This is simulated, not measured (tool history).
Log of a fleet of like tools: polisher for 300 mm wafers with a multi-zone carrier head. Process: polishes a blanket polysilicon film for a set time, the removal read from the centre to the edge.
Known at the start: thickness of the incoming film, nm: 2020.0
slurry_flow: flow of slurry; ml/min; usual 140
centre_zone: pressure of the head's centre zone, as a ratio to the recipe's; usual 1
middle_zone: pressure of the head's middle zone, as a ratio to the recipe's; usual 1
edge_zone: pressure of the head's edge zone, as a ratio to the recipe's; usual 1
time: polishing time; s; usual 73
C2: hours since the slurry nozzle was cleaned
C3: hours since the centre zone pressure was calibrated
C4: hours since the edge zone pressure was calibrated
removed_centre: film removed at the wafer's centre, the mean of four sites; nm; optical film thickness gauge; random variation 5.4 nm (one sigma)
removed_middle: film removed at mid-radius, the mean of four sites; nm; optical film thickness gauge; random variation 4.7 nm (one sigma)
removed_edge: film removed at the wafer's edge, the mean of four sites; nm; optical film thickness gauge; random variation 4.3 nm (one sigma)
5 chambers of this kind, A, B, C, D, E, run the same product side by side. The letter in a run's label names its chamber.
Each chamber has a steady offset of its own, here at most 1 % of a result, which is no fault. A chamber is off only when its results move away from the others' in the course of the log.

run 1B hour=3.4 | slurry_flow=140 centre_zone=1 middle_zone=1 edge_zone=1 time=73 | wafers_polished_on_this_pad=1023 C2=295.5 C3=837.8 C4=42.2 | removed_centre=423.44 removed_middle=415.37 removed_edge=411.98
run 2C hour=6.2 | slurry_flow=140 centre_zone=1 middle_zone=1 edge_zone=1 time=73 | wafers_polished_on_this_pad=835 C2=530.1 C3=433.2 C4=102.7 | removed_centre=408.01 removed_middle=404.91 removed_edge=413.88
run 3A hour=10.1 | slurry_flow=140 centre_zone=1 middle_zone=1 edge_zone=1 time=73 | wafers_polished_on_this_pad=133 C2=239.6 C3=532.8 C4=1131.3 | removed_centre=413.84 removed_middle=404.47 removed_edge=407.5
-- hour=12.3 chamber D: worn pad replaced by a new one
run 4E hour=12.3 | slurry_flow=140 centre_zone=1 middle_zone=1 edge_zone=1 time=73 | wafers_polished_on_this_pad=766 C2=218.7 C3=532 C4=306.5 | removed_centre=414.27 removed_middle=406.86 removed_edge=412.92
run 5D hour=16.8 | slurry_flow=170 centre_zone=1 middle_zone=1 edge_zone=1 time=56 | wafers_polished_on_this_pad=28 C2=160.4 C3=452.4 C4=228.8 | removed_centre=330.86 removed_middle=332.1 removed_edge=326.26
run 6D hour=19.7 | slurry_flow=170 centre_zone=1 middle_zone=1 edge_zone=1 time=56 | wafers_polished_on_this_pad=46 C2=163.3 C3=455.3 C4=231.7 | removed_centre=331.09 removed_middle=331.89 removed_edge=326.73
run 7A hour=24.3 | slurry_flow=170 centre_zone=1 middle_zone=1 edge_zone=1 time=56 | wafers_polished_on_this_pad=221 C2=253.8 C3=547 C4=1145.5 | removed_centre=327.66 removed_middle=327.89 removed_edge=321.76
run 8B hour=28.6 | slurry_flow=170 centre_zone=1 middle_zone=1 edge_zone=1 time=56 | wafers_polished_on_this_pad=1178 C2=320.7 C3=863 C4=67.4 | removed_centre=337.37 removed_middle=323.75 removed_edge=326.57
run 9E hour=31.4 | slurry_flow=170 centre_zone=1 middle_zone=1 edge_zone=1 time=56 | wafers_polished_on_this_pad=884 C2=237.8 C3=551.1 C4=325.6 | removed_centre=331.2 removed_middle=326.85 removed_edge=321.78
run 10C hour=36.4 | slurry_flow=165 centre_zone=1.07 middle_zone=1 edge_zone=1 time=73 | wafers_polished_on_this_pad=1021 C2=560.3 C3=463.4 C4=132.9 | removed_centre=453.4 removed_middle=429.94 removed_edge=413.95
run 11D hour=40.6 | slurry_flow=165 centre_zone=1.07 middle_zone=1 edge_zone=1 time=73 | wafers_polished_on_this_pad=175 C2=184.2 C3=476.2 C4=252.6 | removed_centre=459.81 removed_middle=420.06 removed_edge=414.95
run 12A hour=44.4 | slurry_flow=165 centre_zone=1.07 middle_zone=1 edge_zone=1 time=73 | wafers_polished_on_this_pad=345 C2=273.9 C3=567.1 C4=1165.6 | removed_centre=458.29 removed_middle=412.25 removed_edge=423.55
run 13B hour=47.6 | slurry_flow=165 centre_zone=1.07 middle_zone=1 edge_zone=1 time=73 | wafers_polished_on_this_pad=1296 C2=339.7 C3=882 C4=86.4 | removed_centre=452.95 removed_middle=426.84 removed_edge=414.66
run 14C hour=51 | slurry_flow=165 centre_zone=1.07 middle_zone=1 edge_zone=1 time=73 | wafers_polished_on_this_pad=1111 C2=574.9 C3=478 C4=147.5 | removed_centre=461.46 removed_middle=423.81 removed_edge=417.08
run 15E hour=53.5 | slurry_flow=140 centre_zone=1 middle_zone=1 edge_zone=1 time=73 | wafers_polished_on_this_pad=1020 C2=259.9 C3=573.2 C4=347.7 | removed_centre=405.59 removed_middle=404.18 removed_edge=411.53
run 16B hour=58 | slurry_flow=140 centre_zone=1 middle_zone=1 edge_zone=1 time=73 | wafers_polished_on_this_pad=1360 C2=350.1 C3=892.4 C4=96.8 | removed_centre=417.18 removed_middle=411.31 removed_edge=413.17
run 17E hour=60.6 | slurry_flow=140 centre_zone=1 middle_zone=1 edge_zone=1 time=73 | wafers_polished_on_this_pad=1064 C2=267 C3=580.3 C4=354.8 | removed_centre=417.46 removed_middle=409.67 removed_edge=417.91
run 18D hour=62.9 | slurry_flow=140 centre_zone=1 middle_zone=1 edge_zone=1 time=73 | wafers_polished_on_this_pad=313 C2=206.5 C3=498.5 C4=274.9 | removed_centre=411.36 removed_middle=416.3 removed_edge=408.53
run 19A hour=67.5 | slurry_flow=140 centre_zone=1 middle_zone=1 edge_zone=1 time=73 | wafers_polished_on_this_pad=488 C2=297 C3=590.2 C4=1188.7 | removed_centre=407.38 removed_middle=410.03 removed_edge=406.83
-- hour=70.5 chamber B: worn pad replaced by a new one
run 20C hour=71.1 | slurry_flow=140 centre_zone=1 middle_zone=1 edge_zone=1 time=73 | wafers_polished_on_this_pad=1235 C2=595 C3=498.1 C4=167.6 | removed_centre=398.27 removed_middle=410.71 removed_edge=406.51
-- hour=72.8 chamber C: slurry nozzle cleaned
run 21C hour=73.7 | slurry_flow=140 centre_zone=1 middle_zone=1 edge_zone=1 time=73 | wafers_polished_on_this_pad=1252 C2=1 C3=500.7 C4=170.2 | removed_centre=409.6 removed_middle=406.46 removed_edge=403.45
run 22E hour=76.3 | slurry_flow=140 centre_zone=1 middle_zone=1 edge_zone=1 time=73 | wafers_polished_on_this_pad=1161 C2=282.7 C3=596 C4=370.5 | removed_centre=414.2 removed_middle=408.98 removed_edge=403.46
run 23B hour=79.9 | slurry_flow=140 centre_zone=1 middle_zone=1 edge_zone=1 time=73 | wafers_polished_on_this_pad=58 C2=372 C3=914.3 C4=118.7 | removed_centre=420.56 removed_middle=413.12 removed_edge=411.92
run 24A hour=84 | slurry_flow=100 centre_zone=1 middle_zone=1 edge_zone=0.92 time=73 | wafers_polished_on_this_pad=590 C2=313.5 C3=606.7 C4=1205.2 | removed_centre=382.68 removed_middle=364.89 removed_edge=363.84
run 25D hour=88.7 | slurry_flow=100 centre_zone=1 middle_zone=1 edge_zone=0.92 time=73 | wafers_polished_on_this_pad=472 C2=232.3 C3=524.3 C4=300.7 | removed_centre=364.15 removed_middle=378.55 removed_edge=370.6
-- hour=89.3 chamber C: worn pad replaced by a new one
run 26A hour=92.4 | slurry_flow=100 centre_zone=1 middle_zone=1 edge_zone=0.92 time=73 | wafers_polished_on_this_pad=642 C2=321.9 C3=615.1 C4=1213.6 | removed_centre=375.08 removed_middle=368.98 removed_edge=367.3
-- hour=93.3 chamber E: worn pad replaced by a new one
-- hour=94.7 chamber D: worn pad replaced by a new one
run 27C hour=95.1 | slurry_flow=100 centre_zone=1 middle_zone=1 edge_zone=0.92 time=73 | wafers_polished_on_this_pad=35 C2=22.4 C3=522.1 C4=191.6 | removed_centre=372.39 removed_middle=377.97 removed_edge=374.11
run 28E hour=99.2 | slurry_flow=100 centre_zone=1 middle_zone=1 edge_zone=0.92 time=73 | wafers_polished_on_this_pad=36 C2=305.6 C3=618.9 C4=393.4 | removed_centre=363.94 removed_middle=362.93 removed_edge=362.27
-- hour=103 chamber B: centre zone pressure recalibrated
run 29D hour=103.8 | slurry_flow=140 centre_zone=1 middle_zone=1 edge_zone=1 time=73 | wafers_polished_on_this_pad=56 C2=247.4 C3=539.4 C4=315.8 | removed_centre=406.33 removed_middle=420.56 removed_edge=412.18
-- hour=106.2 chamber E: edge zone pressure recalibrated
run 30B hour=107.1 | slurry_flow=140 centre_zone=1 middle_zone=1 edge_zone=1 time=73 | wafers_polished_on_this_pad=226 C2=399.2 C3=4.1 C4=145.9 | removed_centre=412.7 removed_middle=419.98 removed_edge=414.49
run 31B hour=111.6 | slurry_flow=140 centre_zone=1 middle_zone=1 edge_zone=1 time=73 | wafers_polished_on_this_pad=254 C2=403.7 C3=8.6 C4=150.4 | removed_centre=415.34 removed_middle=407.26 removed_edge=413.97
run 32C hour=115.1 | slurry_flow=140 centre_zone=1 middle_zone=1 edge_zone=1 time=73 | wafers_polished_on_this_pad=159 C2=42.4 C3=542.1 C4=211.6 | removed_centre=401.53 removed_middle=415.57 removed_edge=406.51
run 33D hour=117.3 | slurry_flow=140 centre_zone=1 middle_zone=1 edge_zone=1 time=73 | wafers_polished_on_this_pad=139 C2=260.9 C3=552.9 C4=329.3 | removed_centre=410.64 removed_middle=411.32 removed_edge=415.44
run 34E hour=122 | slurry_flow=140 centre_zone=1 middle_zone=1 edge_zone=1 time=73 | wafers_polished_on_this_pad=177 C2=328.4 C3=641.7 C4=15.9 | removed_centre=387.45 removed_middle=390.38 removed_edge=393.95
run 35A hour=125.4 | slurry_flow=140 centre_zone=1 middle_zone=1 edge_zone=1 time=73 | wafers_polished_on_this_pad=846 C2=354.9 C3=648.1 C4=1246.6 | removed_centre=413.52 removed_middle=399.71 removed_edge=406.77
run 36A hour=129 | slurry_flow=140 centre_zone=1 middle_zone=1 edge_zone=1.06 time=73 | wafers_polished_on_this_pad=868 C2=358.5 C3=651.7 C4=1250.2 | removed_centre=401.06 removed_middle=402.56 removed_edge=410.89
run 37D hour=133.8 | slurry_flow=140 centre_zone=1 middle_zone=1 edge_zone=1.06 time=73 | wafers_polished_on_this_pad=241 C2=277.4 C3=569.4 C4=345.8 | removed_centre=415.17 removed_middle=412.45 removed_edge=425.14
run 38C hour=137.5 | slurry_flow=140 centre_zone=1 middle_zone=1 edge_zone=1.06 time=73 | wafers_polished_on_this_pad=297 C2=64.8 C3=564.5 C4=234 | removed_centre=418.95 removed_middle=411.38 removed_edge=424.69
run 39B hour=139.7 | slurry_flow=140 centre_zone=1 middle_zone=1 edge_zone=1.06 time=73 | wafers_polished_on_this_pad=427 C2=431.8 C3=36.7 C4=178.5 | removed_centre=420.76 removed_middle=406.9 removed_edge=424.24
run 40E hour=142.7 | slurry_flow=140 centre_zone=1 middle_zone=1 edge_zone=1.06 time=73 | wafers_polished_on_this_pad=305 C2=349.1 C3=662.4 C4=36.6 | removed_centre=378.86 removed_middle=382.26 removed_edge=398.64
run 41B hour=146.3 | slurry_flow=140 centre_zone=1 middle_zone=1 edge_zone=1 time=73 | wafers_polished_on_this_pad=468 C2=438.4 C3=43.3 C4=185.1 | removed_centre=414.13 removed_middle=410.29 removed_edge=408.27
run 42E hour=148.7 | slurry_flow=140 centre_zone=1 middle_zone=1 edge_zone=1 time=73 | wafers_polished_on_this_pad=342 C2=355.1 C3=668.4 C4=42.6 | removed_centre=383.91 removed_middle=369.87 removed_edge=395.18

What goes on in this fleet: one chamber off, a drifting gauge, or nothing beyond the chambers' own small offsets? Name the chamber and the cause, if any.

Chamber E drifts away from the others.
Cause: slurry flow missing at the pad, % = 30.6.

Here are 4 candidates for chamber E's next run, each the usual settings with a change, their results left as question marks. Which one brings its results back in line with what the others give on the usual settings?
In line means no further than this from the other chambers' mean on the usual settings: removed_centre 19 nm; removed_middle 16 nm; removed_edge 15 nm
run 43E-1 hour=152.3 | slurry_flow=145 centre_zone=1.02 middle_zone=1.02 edge_zone=0.98 time=77 | removed_centre=? removed_middle=? removed_edge=?
run 43E-2 hour=152.3 | slurry_flow=140 centre_zone=1 middle_zone=1 edge_zone=1 time=74 | removed_centre=? removed_middle=? removed_edge=?
run 43E-3 hour=152.3 | slurry_flow=140 centre_zone=1 middle_zone=1 edge_zone=1 time=72 | removed_centre=? removed_middle=? removed_edge=?
run 43E-4 hour=152.3 | slurry_flow=135 centre_zone=0.98 middle_zone=0.98 edge_zone=1.02 time=69 | removed_centre=? removed_middle=? removed_edge=?

The other chambers' mean on the usual settings: removed_centre 410.91 nm; removed_middle 409.75 nm; removed_edge 409.26 nm
run=43E-1 removed_centre=409.87 removed_middle=406.07 removed_edge=401.73
run=43E-2 removed_centre=381.02 removed_middle=379.39 removed_edge=387.66
run=43E-3 removed_centre=370.72 removed_middle=369.13 removed_edge=377.19
run=43E-4 removed_centre=343.2 removed_middle=343.54 removed_edge=362.74
43E-1 brings the chamber back in line.
